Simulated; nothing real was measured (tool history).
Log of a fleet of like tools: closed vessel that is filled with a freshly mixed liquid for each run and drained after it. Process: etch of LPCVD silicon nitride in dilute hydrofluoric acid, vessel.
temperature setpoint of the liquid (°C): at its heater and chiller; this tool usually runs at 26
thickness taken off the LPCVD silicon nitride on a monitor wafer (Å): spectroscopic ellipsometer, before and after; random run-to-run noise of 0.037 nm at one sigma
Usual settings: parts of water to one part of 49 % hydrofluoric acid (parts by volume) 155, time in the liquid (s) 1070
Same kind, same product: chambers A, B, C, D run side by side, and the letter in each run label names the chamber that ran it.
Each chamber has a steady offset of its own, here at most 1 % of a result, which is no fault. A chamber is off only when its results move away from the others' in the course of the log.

run	hour	temperature setpoint of the liquid (°C)	parts of water to one part of 49 % hydrofluoric acid (parts by volume)	time in the liquid (s)	read-back film thickness of the LPCVD silicon nitride reference wafer, read on the same gauge (nm)	thickness taken off the LPCVD silicon nitride on a monitor wafer (Å)
1C	11.6	26	155	1070	90.008	41.863
# hour 16.5: chamber C: hydrofluoric acid flow meter replaced
2B	19.8	26	155	1070	90.007	40.883
3D	29.6	26	155	1070	90.011	41.207
4A	38.6	26	155	1070	89.997	40.790
5D	46.3	26	155	1070	89.992	41.783
6B	53.9	26	155	1070	89.988	41.306
7A	64.3	26	220	1070	90.012	28.428
8C	76.5	26	220	1070	90.011	29.057
9C	84.5	26	220	1070	90.020	29.318
10D	91.0	26	220	1070	89.987	29.423
11B	101.5	26	155	1070	89.999	41.863
12A	109.7	26	155	1070	89.990	40.721
13B	120.9	26	120	1070	90.024	52.510
14A	127.5	26	120	1070	90.020	53.321
15D	138.5	26	120	1070	89.992	54.530
16C	152.0	26	120	1070	89.986	53.213
17A	163.0	26	155	1070	90.028	40.961
18D	173.6	26	155	1070	90.016	42.574
19C	183.6	26	155	1070	89.979	40.656
# hour 185.9: chamber D: hydrofluoric acid flow meter replaced
20B	195.9	26	155	1070	89.997	40.944
21D	208.7	26	155	1070	89.994	43.224
22A	219.1	26	155	1070	90.004	40.896
23B	227.0	26	155	1070	89.998	41.303
24C	235.5	26	155	1070	89.981	41.235
25D	245.6	26	95	1070	89.993	70.314
26B	254.1	26	95	1070	89.995	66.730
27C	260.3	26	95	1070	89.999	68.243
28A	271.4	26	95	1070	89.996	66.849
29B	279.6	26	155	1070	90.002	41.009
30A	293.4	26	155	1070	90.006	41.458
31C	300.7	26	155	1070	90.000	41.436
32D	314.1	26	155	1070	90.005	44.190
33B	325.6	26	155	1070	89.975	41.340
34C	337.0	26	155	1070	89.976	40.831
35A	347.4	26	155	1070	89.993	41.420
36D	357.8	26	155	1070	89.998	44.693
37D	368.8	26	155	1070	89.990	45.758
38B	381.5	26	230	1070	89.993	27.492

The same settings go to every chamber for the next run, one line per chamber below. Forecast the results for each:
39A	391.4	26	195	1070		?
39B	391.4	26	195	1070		?
39C	391.4	26	195	1070		?
39D	391.4	26	195	1070		?

run	thickness taken off the LPCVD silicon nitride on a monitor wafer (Å)
39A	32.516
39B	32.350
39C	32.528
39D	36.045

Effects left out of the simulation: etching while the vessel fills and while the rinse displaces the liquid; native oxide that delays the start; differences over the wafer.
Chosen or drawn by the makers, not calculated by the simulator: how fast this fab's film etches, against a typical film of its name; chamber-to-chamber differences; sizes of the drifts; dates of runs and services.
